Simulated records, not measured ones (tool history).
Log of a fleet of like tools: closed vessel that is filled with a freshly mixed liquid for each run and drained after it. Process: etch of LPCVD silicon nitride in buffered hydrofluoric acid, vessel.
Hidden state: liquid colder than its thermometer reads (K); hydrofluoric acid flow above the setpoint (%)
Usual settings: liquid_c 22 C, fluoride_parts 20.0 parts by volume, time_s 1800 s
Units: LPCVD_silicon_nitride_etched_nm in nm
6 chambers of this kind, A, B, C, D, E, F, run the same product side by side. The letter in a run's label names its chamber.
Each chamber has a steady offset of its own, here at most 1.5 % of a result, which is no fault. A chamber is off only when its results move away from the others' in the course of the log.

| run | hour | liquid_c | fluoride_parts | time_s | hours since the thermometer was replaced | hours since the hydrofluoric acid flow meter was replaced | read-back film thickness of the LPCVD silicon nitride reference wafer, read on the same gauge (nm) | LPCVD_silicon_nitride_etched_nm |
|---|---|---|---|---|---|---|---|---|
| 1C | 10.4 | 22 | 20.0 | 1800 | 2869.0 | 112.4 | 139.99 | 9.9960 |
|  | 13.7 | chamber C: thermometer replaced |
| 2B | 18.3 | 22 | 20.0 | 1800 | 1745.8 | 234.3 | 140.00 | 10.0590 |
| 3E | 33.8 | 22 | 20.0 | 1800 | 727.4 | 636.4 | 139.98 | 9.7289 |
| 4D | 42.2 | 22 | 20.0 | 1800 | 260.9 | 848.6 | 140.03 | 9.9913 |
| 5F | 50.0 | 22 | 20.0 | 1800 | 845.6 | 433.1 | 139.99 | 9.8268 |
| 6A | 64.5 | 22 | 20.0 | 1800 | 66.4 | 383.1 | 139.99 | 10.0300 |
| 7E | 75.3 | 22 | 17.0 | 1800 | 768.9 | 677.9 | 140.00 | 11.4370 |
| 8F | 89.4 | 22 | 17.0 | 1800 | 885.0 | 472.5 | 140.02 | 11.5190 |
| 9C | 97.1 | 22 | 17.0 | 1800 | 83.4 | 199.1 | 139.97 | 11.5740 |
| 10A | 103.9 | 22 | 17.0 | 1800 | 105.8 | 422.5 | 139.97 | 11.6250 |
| 11B | 112.6 | 22 | 17.0 | 1800 | 1840.1 | 328.6 | 139.98 | 11.9730 |
| 12D | 123.4 | 22 | 17.0 | 1800 | 342.1 | 929.8 | 139.99 | 11.8410 |
| 13B | 138.5 | 22 | 20.0 | 1800 | 1866.0 | 354.5 | 139.96 | 10.0110 |
|  | 146.2 | chamber F: hydrofluoric acid flow meter replaced |
| 14D | 152.3 | 22 | 20.0 | 1800 | 371.0 | 958.7 | 140.01 | 10.0950 |
| 15A | 163.7 | 22 | 20.0 | 1800 | 165.6 | 482.3 | 139.99 | 9.8645 |
| 16F | 171.1 | 22 | 20.0 | 1800 | 966.7 | 24.9 | 139.95 | 9.6998 |
| 17C | 180.2 | 22 | 14.5 | 2805 | 166.5 | 282.2 | 140.02 | 21.1170 |
| 18E | 192.6 | 22 | 14.5 | 2805 | 886.2 | 795.2 | 140.00 | 20.1150 |
| 19C | 204.2 | 22 | 14.5 | 2805 | 190.5 | 306.2 | 140.01 | 21.6490 |
| 20B | 211.2 | 22 | 14.5 | 2805 | 1938.7 | 427.2 | 140.00 | 21.4430 |
| 21E | 224.7 | 22 | 14.5 | 2805 | 918.3 | 827.3 | 140.02 | 19.6720 |
| 22A | 234.4 | 22 | 14.5 | 2805 | 236.3 | 553.0 | 140.01 | 21.0310 |
| 23D | 241.7 | 22 | 20.0 | 1800 | 460.4 | 1048.1 | 140.01 | 9.9445 |
| 24F | 253.9 | 22 | 20.0 | 1800 | 1049.5 | 107.7 | 139.98 | 9.7187 |
| 25D | 263.1 | 22 | 20.0 | 1800 | 481.8 | 1069.5 | 140.01 | 10.0230 |
|  | 272.9 | chamber B: thermometer replaced |
| 26E | 274.3 | 22 | 20.0 | 1800 | 967.9 | 876.9 | 140.01 | 8.8695 |
| 27F | 281.3 | 22 | 20.0 | 1800 | 1076.9 | 135.1 | 139.99 | 10.0080 |
|  | 287.5 | chamber D: hydrofluoric acid flow meter replaced |
| 28A | 289.3 | 22 | 20.0 | 1800 | 291.2 | 607.9 | 140.01 | 9.8008 |
| 29C | 300.1 | 22 | 20.0 | 1800 | 286.4 | 402.1 | 139.99 | 9.9711 |
| 30B | 312.8 | 22 | 20.0 | 1800 | 40.0 | 528.8 | 139.96 | 10.1170 |
| 31D | 319.7 | 22 | 20.0 | 1800 | 538.4 | 32.3 | 140.00 | 10.0260 |
| 32B | 328.2 | 22 | 23.5 | 1800 | 55.4 | 544.2 | 140.02 | 8.7683 |
| 33A | 335.1 | 22 | 23.5 | 1800 | 337.0 | 653.7 | 140.02 | 8.8558 |
| 34C | 346.0 | 22 | 23.5 | 1800 | 332.3 | 448.0 | 140.01 | 8.9008 |
| 35F | 360.9 | 22 | 23.5 | 1800 | 1156.5 | 214.7 | 140.00 | 8.7438 |
| 36E | 371.6 | 22 | 23.5 | 1800 | 1065.2 | 974.2 | 140.02 | 7.8507 |
| 37F | 386.0 | 22 | 23.5 | 1800 | 1181.6 | 239.8 | 139.98 | 8.7482 |

All 6 chambers run these settings next. Forecast each chamber's results:
| 38A | 397.2 | 22 | 20.0 | 835 |  |  |  | ? |
| 38B | 397.2 | 22 | 20.0 | 835 |  |  |  | ? |
| 38C | 397.2 | 22 | 20.0 | 835 |  |  |  | ? |
| 38D | 397.2 | 22 | 20.0 | 835 |  |  |  | ? |
| 38E | 397.2 | 22 | 20.0 | 835 |  |  |  | ? |
| 38F | 397.2 | 22 | 20.0 | 835 |  |  |  | ? |

| run | LPCVD_silicon_nitride_etched_nm |
|---|---|
| 38A | 4.5217 |
| 38B | 4.6997 |
| 38C | 4.6317 |
| 38D | 4.5743 |
| 38E | 4.0107 |
| 38F | 4.6245 |
